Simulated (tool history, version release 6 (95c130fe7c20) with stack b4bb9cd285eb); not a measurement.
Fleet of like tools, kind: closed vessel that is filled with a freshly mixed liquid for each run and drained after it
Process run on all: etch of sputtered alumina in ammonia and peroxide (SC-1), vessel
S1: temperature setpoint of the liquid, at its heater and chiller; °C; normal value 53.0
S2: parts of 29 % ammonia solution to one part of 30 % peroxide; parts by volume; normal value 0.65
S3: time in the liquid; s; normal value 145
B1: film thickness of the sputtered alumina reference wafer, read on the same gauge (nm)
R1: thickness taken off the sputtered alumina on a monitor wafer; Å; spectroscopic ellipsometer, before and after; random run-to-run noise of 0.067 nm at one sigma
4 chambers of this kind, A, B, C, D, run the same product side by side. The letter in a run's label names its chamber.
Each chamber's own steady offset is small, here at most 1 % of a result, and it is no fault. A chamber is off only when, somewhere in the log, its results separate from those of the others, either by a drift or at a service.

| run | hour | S1 | S2 | S3 | B1 | R1 |
|---|---|---|---|---|---|---|
| 1D | 11.8 | 53.0 | 0.65 | 145 | 59.995 | 68.235 |
| 2C | 23.4 | 53.0 | 0.65 | 145 | 60.015 | 67.768 |
| 3B | 37.3 | 53.0 | 0.65 | 145 | 60.021 | 67.615 |
| 4A | 45.1 | 53.0 | 0.65 | 145 | 60.008 | 67.829 |
|  | 51.1 | chamber D: new drum of ammonia solution connected |
| 5B | 52.7 | 53.0 | 0.65 | 145 | 59.969 | 67.770 |
| 6D | 63.6 | 53.0 | 0.65 | 145 | 59.999 | 68.074 |
| 7C | 72.3 | 53.0 | 0.65 | 145 | 60.018 | 67.407 |
| 8A | 86.8 | 59.5 | 0.65 | 100 | 59.966 | 66.771 |
|  | 95.2 | chamber A: thermometer replaced |
| 9D | 95.8 | 59.5 | 0.65 | 100 | 60.000 | 65.034 |
| 10B | 107.0 | 59.5 | 0.65 | 100 | 59.996 | 65.168 |
| 11C | 114.1 | 59.5 | 0.65 | 100 | 60.006 | 64.720 |
| 12A | 121.4 | 53.0 | 0.65 | 145 | 59.995 | 67.922 |
|  | 124.9 | chamber B: new drum of ammonia solution connected |
| 13A | 128.2 | 53.0 | 0.65 | 145 | 59.997 | 69.534 |
| 14C | 141.1 | 48.0 | 0.65 | 170 | 60.013 | 61.808 |
| 15B | 148.3 | 48.0 | 0.65 | 170 | 60.000 | 61.402 |
| 16D | 160.3 | 48.0 | 0.65 | 170 | 60.020 | 60.255 |
|  | 168.4 | chamber D: ammonia flow meter replaced |
| 17B | 171.0 | 48.0 | 0.65 | 170 | 60.045 | 61.359 |
| 18D | 185.3 | 53.0 | 0.65 | 145 | 60.009 | 67.204 |
| 19A | 197.2 | 53.0 | 0.65 | 145 | 60.015 | 69.375 |
| 20C | 205.3 | 53.0 | 0.65 | 145 | 59.977 | 67.462 |
| 21B | 216.8 | 53.0 | 0.65 | 145 | 60.041 | 67.850 |
| 22A | 227.3 | 53.0 | 0.65 | 145 | 60.042 | 68.763 |
| 23C | 238.6 | 53.0 | 0.65 | 145 | 59.994 | 67.684 |
| 24D | 249.3 | 53.0 | 0.65 | 145 | 60.026 | 67.969 |
| 25A | 263.0 | 53.0 | 0.65 | 145 | 59.966 | 68.766 |
| 26D | 271.5 | 53.0 | 0.65 | 145 | 59.974 | 67.646 |
| 27B | 284.1 | 53.0 | 0.65 | 145 | 60.015 | 68.361 |
| 28C | 294.5 | 53.0 | 0.65 | 145 | 60.035 | 67.001 |
| 29A | 302.0 | 53.0 | 0.65 | 145 | 59.979 | 68.673 |
| 30D | 312.1 | 53.0 | 0.85 | 145 | 59.969 | 69.251 |
| 31B | 324.5 | 53.0 | 0.85 | 145 | 60.010 | 70.694 |
| 32C | 337.4 | 53.0 | 0.85 | 145 | 59.979 | 68.414 |
| 33B | 351.8 | 53.0 | 0.85 | 145 | 60.021 | 69.050 |

Does one chamber stand apart from the rest, does the shared gauge drift, or is all well apart from small per-chamber offsets? Give the chamber and the most likely cause, where there is one.

Nothing is wrong: each chamber keeps only its own small, steady offset and the gauge holds still.
